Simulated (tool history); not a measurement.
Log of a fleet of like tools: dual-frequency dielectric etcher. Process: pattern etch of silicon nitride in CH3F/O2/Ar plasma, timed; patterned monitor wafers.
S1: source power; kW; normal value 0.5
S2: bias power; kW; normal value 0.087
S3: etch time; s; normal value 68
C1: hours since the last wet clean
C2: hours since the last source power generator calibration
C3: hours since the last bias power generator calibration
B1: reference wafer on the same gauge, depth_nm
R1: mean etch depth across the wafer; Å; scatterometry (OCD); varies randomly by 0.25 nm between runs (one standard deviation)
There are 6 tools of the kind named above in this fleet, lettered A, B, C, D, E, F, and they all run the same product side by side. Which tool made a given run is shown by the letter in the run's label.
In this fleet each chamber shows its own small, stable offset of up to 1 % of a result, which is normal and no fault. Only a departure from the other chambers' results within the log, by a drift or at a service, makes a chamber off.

run 1D hour=6.2 | S1=0.5 S2=0.087 S3=68 | C1=517.5 C2=546.3 C3=467.9 | B1=53.902 | R1=557.92
-- hour=6.7 chamber D: wet clean of the chamber
run 2C hour=17 | S1=0.5 S2=0.087 S3=68 | C1=168.8 C2=1553.3 C3=920.9 | B1=53.88 | R1=551.73
-- hour=24.2 chamber F: bias power generator calibrated
run 3E hour=28.2 | S1=0.5 S2=0.087 S3=68 | C1=209.2 C2=944.6 C3=1466.7 | B1=53.958 | R1=549.32
run 4A hour=35.2 | S1=0.5 S2=0.087 S3=68 | C1=126.9 C2=4677.6 C3=2109.8 | B1=53.846 | R1=556.25
run 5B hour=47.8 | S1=0.5 S2=0.087 S3=68 | C1=185.9 C2=812.9 C3=2310.2 | B1=53.866 | R1=553.2
run 6F hour=54.9 | S1=0.5 S2=0.087 S3=68 | C1=257.2 C2=444.1 C3=30.7 | B1=53.858 | R1=550.31
run 7D hour=65.9 | S1=0.5 S2=0.087 S3=68 | C1=59.3 C2=606 C3=527.6 | B1=53.929 | R1=557.48
run 8B hour=75.3 | S1=0.5 S2=0.087 S3=68 | C1=213.4 C2=840.4 C3=2337.7 | B1=53.826 | R1=552.04
run 9E hour=84.1 | S1=0.5 S2=0.087 S3=68 | C1=265.1 C2=1000.5 C3=1522.6 | B1=53.826 | R1=551.17
run 10C hour=93.6 | S1=0.5 S2=0.087 S3=68 | C1=245.4 C2=1629.9 C3=997.5 | B1=53.837 | R1=552.56
run 11A hour=102.1 | S1=0.5 S2=0.087 S3=68 | C1=193.8 C2=4744.5 C3=2176.7 | B1=53.919 | R1=552.29
run 12F hour=116 | S1=0.5 S2=0.087 S3=68 | C1=318.3 C2=505.2 C3=91.8 | B1=53.899 | R1=551.2
run 13E hour=123.7 | S1=0.5 S2=0.087 S3=68 | C1=304.7 C2=1040.1 C3=1562.2 | B1=53.838 | R1=549.91
run 14F hour=131 | S1=0.6 S2=0.068 S3=68 | C1=333.3 C2=520.2 C3=106.8 | B1=53.948 | R1=541.13
run 15C hour=140.6 | S1=0.6 S2=0.068 S3=68 | C1=292.4 C2=1676.9 C3=1044.5 | B1=53.865 | R1=546.74
run 16D hour=148.5 | S1=0.6 S2=0.068 S3=68 | C1=141.9 C2=688.6 C3=610.2 | B1=53.951 | R1=552.09
run 17B hour=159.8 | S1=0.6 S2=0.068 S3=68 | C1=297.9 C2=924.9 C3=2422.2 | B1=53.973 | R1=543.58
run 18A hour=173.6 | S1=0.6 S2=0.068 S3=68 | C1=265.3 C2=4816 C3=2248.2 | B1=53.893 | R1=550.39
-- hour=175.5 chamber B: bias power generator calibrated
-- hour=181.9 chamber E: wet clean of the chamber
run 19A hour=186.9 | S1=0.6 S2=0.068 S3=68 | C1=278.6 C2=4829.3 C3=2261.5 | B1=53.869 | R1=547.01
-- hour=193.8 chamber F: wet clean of the chamber
run 20C hour=195.6 | S1=0.56 S2=0.087 S3=68 | C1=347.4 C2=1731.9 C3=1099.5 | B1=53.922 | R1=574.2
run 21F hour=207.2 | S1=0.56 S2=0.087 S3=68 | C1=13.4 C2=596.4 C3=183 | B1=53.923 | R1=578.04
run 22E hour=220.7 | S1=0.56 S2=0.087 S3=68 | C1=38.8 C2=1137.1 C3=1659.2 | B1=53.924 | R1=577.93
-- hour=228.2 chamber A: source power generator calibrated
run 23B hour=229.2 | S1=0.56 S2=0.087 S3=68 | C1=367.3 C2=994.3 C3=53.7 | B1=53.93 | R1=575.17
run 24D hour=240.6 | S1=0.56 S2=0.087 S3=68 | C1=234 C2=780.7 C3=702.3 | B1=53.888 | R1=581.16
run 25A hour=249.9 | S1=0.56 S2=0.087 S3=68 | C1=341.6 C2=21.8 C3=2324.5 | B1=53.909 | R1=590.84
run 26E hour=261.7 | S1=0.5 S2=0.087 S3=68 | C1=79.8 C2=1178.1 C3=1700.2 | B1=53.911 | R1=552.63
run 27C hour=274.4 | S1=0.5 S2=0.087 S3=68 | C1=426.2 C2=1810.7 C3=1178.3 | B1=53.88 | R1=554.03
run 28F hour=284.8 | S1=0.5 S2=0.087 S3=68 | C1=91 C2=674 C3=260.6 | B1=53.889 | R1=551.95
run 29B hour=298.6 | S1=0.5 S2=0.087 S3=68 | C1=436.7 C2=1063.7 C3=123.1 | B1=53.907 | R1=545.69
run 30D hour=312.2 | S1=0.5 S2=0.087 S3=68 | C1=305.6 C2=852.3 C3=773.9 | B1=53.885 | R1=560.8
run 31C hour=323.1 | S1=0.5 S2=0.087 S3=68 | C1=474.9 C2=1859.4 C3=1227 | B1=53.922 | R1=549.13
run 32B hour=335.5 | S1=0.5 S2=0.087 S3=68 | C1=473.6 C2=1100.6 C3=160 | B1=53.823 | R1=550.8
run 33A hour=347.9 | S1=0.5 S2=0.087 S3=68 | C1=439.6 C2=119.8 C3=2422.5 | B1=53.867 | R1=573.97
run 34D hour=354 | S1=0.5 S2=0.087 S3=68 | C1=347.4 C2=894.1 C3=815.7 | B1=53.919 | R1=557.92
run 35E hour=366.8 | S1=0.5 S2=0.087 S3=68 | C1=184.9 C2=1283.2 C3=1805.3 | B1=53.912 | R1=548.33
run 36F hour=373.3 | S1=0.62 S2=0.087 S3=68 | C1=179.5 C2=762.5 C3=349.1 | B1=53.848 | R1=596.73
run 37F hour=381.6 | S1=0.62 S2=0.087 S3=68 | C1=187.8 C2=770.8 C3=357.4 | B1=53.885 | R1=593.87
run 38B hour=388.2 | S1=0.62 S2=0.087 S3=68 | C1=526.3 C2=1153.3 C3=212.7 | B1=53.921 | R1=597.02

All chambers now run identical settings, listed one chamber a line with results as question marks. What results will each chamber show?
run 39A hour=398.2 | S1=0.44 S2=0.087 S3=68 | R1=?
run 39B hour=398.2 | S1=0.44 S2=0.087 S3=68 | R1=?
run 39C hour=398.2 | S1=0.44 S2=0.087 S3=68 | R1=?
run 39D hour=398.2 | S1=0.44 S2=0.087 S3=68 | R1=?
run 39E hour=398.2 | S1=0.44 S2=0.087 S3=68 | R1=?
run 39F hour=398.2 | S1=0.44 S2=0.087 S3=68 | R1=?

run=39A R1=555.55
run=39B R1=527.03
run=39C R1=524.61
run=39D R1=532.05
run=39E R1=524.01
run=39F R1=525.13
